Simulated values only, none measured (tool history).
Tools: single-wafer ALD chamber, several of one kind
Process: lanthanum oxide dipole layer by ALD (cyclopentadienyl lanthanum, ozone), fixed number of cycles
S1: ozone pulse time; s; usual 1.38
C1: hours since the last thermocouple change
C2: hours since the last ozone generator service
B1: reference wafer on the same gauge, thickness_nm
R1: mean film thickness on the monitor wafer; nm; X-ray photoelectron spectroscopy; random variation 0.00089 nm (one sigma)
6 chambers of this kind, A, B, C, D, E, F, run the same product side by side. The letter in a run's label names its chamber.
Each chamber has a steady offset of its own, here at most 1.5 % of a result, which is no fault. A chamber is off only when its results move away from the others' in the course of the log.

{"run": "1F", "day": 0.383, "S1": 1.38, "C1": 1330.8, "C2": 246.1, "B1": 0.45388, "R1": 0.53847}
{"run": "2E", "day": 0.696, "S1": 1.38, "C1": 1466.3, "C2": 1074.1, "B1": 0.4539, "R1": 0.54293}
{"run": "3A", "day": 1.062, "S1": 1.38, "C1": 654.9, "C2": 602.2, "B1": 0.45377, "R1": 0.53812}
{"run": "4B", "day": 1.262, "S1": 1.38, "C1": 648.1, "C2": 321.3, "B1": 0.45359, "R1": 0.54762}
{"run": "5D", "day": 1.562, "S1": 1.38, "C1": 189.1, "C2": 441.3, "B1": 0.45358, "R1": 0.54008}
{"run": "6C", "day": 1.862, "S1": 1.38, "C1": 1390.5, "C2": 172.7, "B1": 0.45356, "R1": 0.53622}
{"run": "7A", "day": 2.238, "S1": 1.69, "C1": 683.1, "C2": 630.4, "B1": 0.45342, "R1": 0.55326}
{"run": "8E", "day": 2.508, "S1": 1.69, "C1": 1509.8, "C2": 1117.6, "B1": 0.45317, "R1": 0.56028}
{"run": "9D", "day": 2.729, "S1": 1.69, "C1": 217.1, "C2": 469.3, "B1": 0.45334, "R1": 0.55573}
{"run": "10F", "day": 2.958, "S1": 1.69, "C1": 1392.6, "C2": 307.9, "B1": 0.45321, "R1": 0.55568}
{"run": "11B", "day": 3.175, "S1": 1.69, "C1": 694, "C2": 367.2, "B1": 0.453, "R1": 0.56306}
{"run": "12C", "day": 3.412, "S1": 1.69, "C1": 1427.7, "C2": 209.9, "B1": 0.45284, "R1": 0.55352}
{"run": "13E", "day": 3.821, "S1": 1.62, "C1": 1541.3, "C2": 1149.1, "B1": 0.45283, "R1": 0.55632}
{"run": "14D", "day": 4.092, "S1": 1.62, "C1": 249.8, "C2": 502, "B1": 0.45294, "R1": 0.55623}
{"run": "15A", "day": 4.308, "S1": 1.62, "C1": 732.8, "C2": 680.1, "B1": 0.45294, "R1": 0.55111}
{"run": "16C", "day": 4.533, "S1": 1.62, "C1": 1454.6, "C2": 236.8, "B1": 0.4528, "R1": 0.5505}
{"day": 4.621, "done": "chamber C: thermocouple changed; heater temperature recalibrated"}
{"run": "17B", "day": 4.9, "S1": 1.62, "C1": 735.4, "C2": 408.6, "B1": 0.45261, "R1": 0.55939}
{"run": "18F", "day": 5.229, "S1": 1.62, "C1": 1447.1, "C2": 362.4, "B1": 0.45261, "R1": 0.55118}
{"run": "19F", "day": 5.5, "S1": 1.38, "C1": 1453.6, "C2": 368.9, "B1": 0.4525, "R1": 0.53766}
{"run": "20B", "day": 5.717, "S1": 1.38, "C1": 755, "C2": 428.2, "B1": 0.45256, "R1": 0.54698}
{"run": "21E", "day": 5.929, "S1": 1.38, "C1": 1591.9, "C2": 1199.7, "B1": 0.45237, "R1": 0.54213}
{"run": "22D", "day": 6.346, "S1": 1.38, "C1": 303.9, "C2": 556.1, "B1": 0.45227, "R1": 0.53919}
{"run": "23C", "day": 6.692, "S1": 1.38, "C1": 49.8, "C2": 288.6, "B1": 0.45197, "R1": 0.53627}
{"run": "24A", "day": 7.05, "S1": 1.38, "C1": 798.6, "C2": 745.9, "B1": 0.45213, "R1": 0.53413}
{"run": "25D", "day": 7.262, "S1": 1.38, "C1": 325.9, "C2": 578.1, "B1": 0.45205, "R1": 0.53926}
{"run": "26E", "day": 7.612, "S1": 1.38, "C1": 1632.3, "C2": 1240.1, "B1": 0.45206, "R1": 0.5413}
{"run": "27A", "day": 7.817, "S1": 1.38, "C1": 817, "C2": 764.3, "B1": 0.45194, "R1": 0.53587}
{"run": "28C", "day": 8.075, "S1": 1.38, "C1": 83, "C2": 321.8, "B1": 0.45178, "R1": 0.53504}
{"run": "29F", "day": 8.483, "S1": 1.38, "C1": 1525.2, "C2": 440.5, "B1": 0.45158, "R1": 0.53691}
{"run": "30B", "day": 8.9, "S1": 1.38, "C1": 831.4, "C2": 504.6, "B1": 0.45161, "R1": 0.54427}
{"run": "31D", "day": 9.317, "S1": 0.95, "C1": 375.2, "C2": 627.4, "B1": 0.45139, "R1": 0.49084}
{"run": "32B", "day": 9.629, "S1": 0.95, "C1": 848.9, "C2": 522.1, "B1": 0.45152, "R1": 0.49544}
{"run": "33C", "day": 9.933, "S1": 0.95, "C1": 127.6, "C2": 366.4, "B1": 0.45112, "R1": 0.48617}
{"run": "34E", "day": 10.208, "S1": 0.95, "C1": 1694.6, "C2": 1302.4, "B1": 0.45134, "R1": 0.49112}
{"run": "35F", "day": 10.4, "S1": 0.95, "C1": 1571.2, "C2": 486.5, "B1": 0.4513, "R1": 0.4873}
{"run": "36A", "day": 10.767, "S1": 0.95, "C1": 887.8, "C2": 835.1, "B1": 0.45108, "R1": 0.48478}
{"run": "37C", "day": 11.012, "S1": 1.38, "C1": 153.5, "C2": 392.3, "B1": 0.45108, "R1": 0.53419}

What goes on in this fleet: one chamber off, a drifting gauge, or nothing beyond the chambers' own small offsets? Name the chamber and the cause, if any.

The gauge drifts, so all chambers seem to drift together. No chamber is off.
Cause: gauge reads low (%) = 0.673.
